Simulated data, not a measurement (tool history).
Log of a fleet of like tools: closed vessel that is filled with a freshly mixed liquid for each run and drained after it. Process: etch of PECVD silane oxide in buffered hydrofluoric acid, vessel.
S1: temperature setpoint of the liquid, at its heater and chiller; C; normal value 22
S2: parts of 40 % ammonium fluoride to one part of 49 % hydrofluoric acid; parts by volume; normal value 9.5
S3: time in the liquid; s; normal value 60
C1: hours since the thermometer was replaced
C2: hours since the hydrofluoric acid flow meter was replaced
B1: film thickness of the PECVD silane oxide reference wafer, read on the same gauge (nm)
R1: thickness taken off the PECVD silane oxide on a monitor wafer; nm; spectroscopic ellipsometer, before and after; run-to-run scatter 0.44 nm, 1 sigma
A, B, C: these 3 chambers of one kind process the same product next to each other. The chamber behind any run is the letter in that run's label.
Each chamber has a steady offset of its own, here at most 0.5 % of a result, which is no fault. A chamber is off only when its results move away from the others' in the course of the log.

run   hour    S1    S2  S3      C1      C2      B1      R1
 1B    7.9    22   9.5  60    1741   677.9  40.029  90.843
 2C   13.7    22   9.5  60     270   193.4  40.002  90.951
        20  -- chamber B: hydrofluoric acid flow meter replaced
 3A   23.1    22   9.5  60   581.9  1058.5  40.002  91.373
 4C   35.3    22   9.5  60   291.6     215  39.995   90.64
 5B   42.5    22   9.5  60  1775.6    22.5  40.031  91.848
 6A   52.6    22   9.5  60   611.4    1088  40.002  90.812
 7C   59.7    26  11.5  60     316   239.4  39.999  96.523
 8B   69.3    26  11.5  60  1802.4    49.3  39.996   95.74
 9A   76.8    26  11.5  60   635.6  1112.2  39.999  95.399
10C   84.4    22   9.5  60   340.7   264.1   39.98    91.2
11A   90.6    22   9.5  60   649.4    1126  39.964  91.578
12B  101.4    22   9.5  60  1834.5    81.4   39.99  91.916
13B  113.5  24.5   7.5  60  1846.6    93.5  39.988  131.64
14A    126  24.5   7.5  60   684.8  1161.4  39.992  131.85
15C  138.8  24.5   7.5  60   395.1   318.5   40.01  132.79
16B  144.8    22    11  90  1877.9   124.8  39.993  121.38
17C  154.7    22    11  90     411   334.4   39.99  121.06
18A    163    22    11  90   721.8  1198.4  40.006  120.61
19C  174.5    22   9.5  60   430.8   354.2  40.019  91.164
20B  186.1    22   9.5  60  1919.2   166.1  39.989   91.69
21A  193.9    22   9.5  60   752.7  1229.3  40.003  91.869
22C  205.9    22   9.5  60   462.2   385.6  39.998  91.287
23A  219.1    22   9.5  60   777.9  1254.5  39.979  91.975
24B  226.6    22   9.5  60  1959.7   206.6  39.977  91.891
25B  236.3    19   9.5  60  1969.4   216.3  39.991  77.061
26C  246.3    19   9.5  60   502.6     426  40.024  76.851
     248.4  -- chamber C: thermometer replaced
27A  257.4    19   9.5  60   816.2  1292.8  40.013  77.203
28C  270.2    22   9.5  60    21.8   449.9  39.986  91.662

Does one chamber stand apart from the rest, does the shared gauge drift, or is all well apart from small per-chamber offsets? Give the chamber and the most likely cause, where there is one.

Nothing is wrong: each chamber keeps only its own small, steady offset and the gauge holds still.
